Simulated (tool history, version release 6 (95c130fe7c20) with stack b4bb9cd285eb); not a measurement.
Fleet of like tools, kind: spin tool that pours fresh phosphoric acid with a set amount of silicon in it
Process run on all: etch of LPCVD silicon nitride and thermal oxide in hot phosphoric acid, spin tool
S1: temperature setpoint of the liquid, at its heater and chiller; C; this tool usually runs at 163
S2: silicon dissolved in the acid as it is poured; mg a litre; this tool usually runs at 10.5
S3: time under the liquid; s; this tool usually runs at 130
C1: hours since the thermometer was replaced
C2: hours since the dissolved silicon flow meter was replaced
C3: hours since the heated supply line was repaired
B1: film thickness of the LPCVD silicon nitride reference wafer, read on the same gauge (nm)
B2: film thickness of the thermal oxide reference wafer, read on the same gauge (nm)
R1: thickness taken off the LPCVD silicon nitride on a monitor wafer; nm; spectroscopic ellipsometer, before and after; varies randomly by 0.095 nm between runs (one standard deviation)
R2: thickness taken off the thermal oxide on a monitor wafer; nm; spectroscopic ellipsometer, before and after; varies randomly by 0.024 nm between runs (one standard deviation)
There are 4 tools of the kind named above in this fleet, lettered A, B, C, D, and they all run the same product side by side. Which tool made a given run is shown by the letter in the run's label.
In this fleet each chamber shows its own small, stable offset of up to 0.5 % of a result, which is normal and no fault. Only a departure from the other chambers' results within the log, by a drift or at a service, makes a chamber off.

| run | hour | S1 | S2 | S3 | C1 | C2 | C3 | B1 | B2 | R1 | R2 |
|---|---|---|---|---|---|---|---|---|---|---|---|
| 1A | 11.7 | 163 | 10.5 | 130 | 714.3 | 595.3 | 547.2 | 150.00 | 50.025 | 12.283 | 0.38232 |
| 2B | 22.3 | 163 | 10.5 | 130 | 1294.6 | 168.3 | 442.4 | 150.00 | 50.025 | 12.136 | 0.38180 |
| 3D | 35.8 | 163 | 10.5 | 130 | 1335.3 | 286.5 | 878.2 | 149.98 | 50.011 | 12.107 | 0.30199 |
| 4C | 44.5 | 163 | 10.5 | 130 | 297.2 | 1209.4 | 1088.9 | 150.00 | 49.959 | 12.077 | 0.37160 |
| 5D | 59.1 | 163 | 10.5 | 130 | 1358.6 | 309.8 | 901.5 | 150.03 | 49.962 | 12.008 | 0.38386 |
| 6B | 69.8 | 163 | 10.5 | 130 | 1342.1 | 215.8 | 489.9 | 150.00 | 49.983 | 12.101 | 0.32524 |
| 7A | 80.8 | 163 | 10.5 | 130 | 783.4 | 664.4 | 616.3 | 149.98 | 49.969 | 12.182 | 0.31902 |
| 8C | 88.8 | 163 | 10.5 | 130 | 341.5 | 1253.7 | 1133.2 | 150.01 | 50.001 | 11.989 | 0.29791 |
| 9C | 96.9 | 163 | 10.5 | 130 | 349.6 | 1261.8 | 1141.3 | 149.99 | 49.995 | 12.164 | 0.32266 |
| 10D | 107.2 | 163 | 10.5 | 130 | 1406.7 | 357.9 | 949.6 | 150.01 | 50.016 | 12.094 | 0.35471 |
|  | 114.7 | chamber D: thermometer replaced |
| 11B | 116.8 | 165 | 10.5 | 130 | 1389.1 | 262.8 | 536.9 | 150.00 | 49.984 | 13.104 | 0.41676 |
| 12A | 126.6 | 165 | 10.5 | 130 | 829.2 | 710.2 | 662.1 | 150.01 | 50.004 | 12.740 | 0.43232 |
| 13A | 137.2 | 165 | 10.5 | 130 | 839.8 | 720.8 | 672.7 | 150.03 | 50.046 | 12.895 | 0.41025 |
| 14D | 152.0 | 165 | 10.5 | 130 | 37.3 | 402.7 | 994.4 | 149.99 | 49.972 | 13.142 | 0.42387 |
| 15C | 164.7 | 163 | 10.5 | 130 | 417.4 | 1329.6 | 1209.1 | 150.00 | 49.974 | 12.068 | 0.41516 |
| 16B | 171.5 | 163 | 10.5 | 130 | 1443.8 | 317.5 | 591.6 | 149.97 | 50.024 | 12.184 | 0.35222 |
| 17C | 182.7 | 163 | 10.5 | 130 | 435.4 | 1347.6 | 1227.1 | 150.00 | 49.987 | 12.109 | 0.33940 |
| 18D | 197.0 | 163 | 10.5 | 130 | 82.3 | 447.7 | 1039.4 | 149.99 | 50.014 | 12.069 | 0.37935 |
| 19A | 205.4 | 163 | 10.5 | 130 | 908.0 | 789.0 | 740.9 | 150.01 | 49.999 | 11.969 | 0.33169 |
| 20B | 212.0 | 163 | 10.5 | 130 | 1484.3 | 358.0 | 632.1 | 150.00 | 50.012 | 12.153 | 0.33540 |
| 21C | 219.6 | 163 | 10.5 | 130 | 472.3 | 1384.5 | 1264.0 | 150.02 | 50.005 | 12.043 | 0.37325 |
|  | 220.6 | chamber B: thermometer replaced |
| 22A | 234.3 | 160 | 10.5 | 155 | 936.9 | 817.9 | 769.8 | 150.02 | 50.012 | 12.644 | 0.30202 |
| 23B | 247.7 | 160 | 10.5 | 155 | 27.1 | 393.7 | 667.8 | 150.01 | 49.989 | 13.369 | 0.32844 |
| 24D | 261.8 | 160 | 10.5 | 155 | 147.1 | 512.5 | 1104.2 | 150.00 | 49.996 | 13.059 | 0.36597 |
| 25B | 276.2 | 160 | 10.5 | 155 | 55.6 | 422.2 | 696.3 | 150.02 | 50.016 | 13.197 | 0.33933 |
| 26C | 286.2 | 163 | 10.5 | 130 | 538.9 | 1451.1 | 1330.6 | 150.03 | 50.014 | 12.027 | 0.35223 |
| 27A | 295.1 | 163 | 10.5 | 130 | 997.7 | 878.7 | 830.6 | 149.99 | 50.007 | 11.602 | 0.34036 |
| 28D | 304.8 | 163 | 10.5 | 130 | 190.1 | 555.5 | 1147.2 | 150.01 | 49.977 | 12.079 | 0.34574 |

Is one chamber out of step, is the gauge drifting, or do the chambers differ by no more than their own small offsets? For an off chamber, give its letter and the likeliest cause.

Little by little, chamber A moves away from the other chambers.
What lies behind it: temperature lost on the way to the wafer (K) = 1.65.
With only this log, it may be confused with: liquid colder than its thermometer reads (K).

Here are 4 candidates for chamber A's next run, each the usual settings with a change, their results left as question marks. Which one brings its results back in line with what the others give on the usual settings?
In-line tolerance around the mean of the other chambers on the usual settings: R1 0.330 nm; R2 0.08400 nm
| 29A-1 | 315.5 | 162.0 | 14.5 | 120 |  |  |  |  |  | ? | ? |
| 29A-2 | 315.5 | 163.5 | 8.5 | 135 |  |  |  |  |  | ? | ? |
| 29A-3 | 315.5 | 162.5 | 12.5 | 125 |  |  |  |  |  | ? | ? |
| 29A-4 | 315.5 | 164.0 | 6.5 | 140 |  |  |  |  |  | ? | ? |

The other chambers' mean on the usual settings: R1 12.122 nm; R2 0.35695 nm
| run | R1 | R2 |
|---|---|---|
| 29A-1 | 10.280 | 0.24962 |
| 29A-2 | 12.164 | 0.36129 |
| 29A-3 | 10.889 | 0.28384 |
| 29A-4 | 12.826 | 0.40623 |
With 29A-2, the chamber falls back in line with the rest.

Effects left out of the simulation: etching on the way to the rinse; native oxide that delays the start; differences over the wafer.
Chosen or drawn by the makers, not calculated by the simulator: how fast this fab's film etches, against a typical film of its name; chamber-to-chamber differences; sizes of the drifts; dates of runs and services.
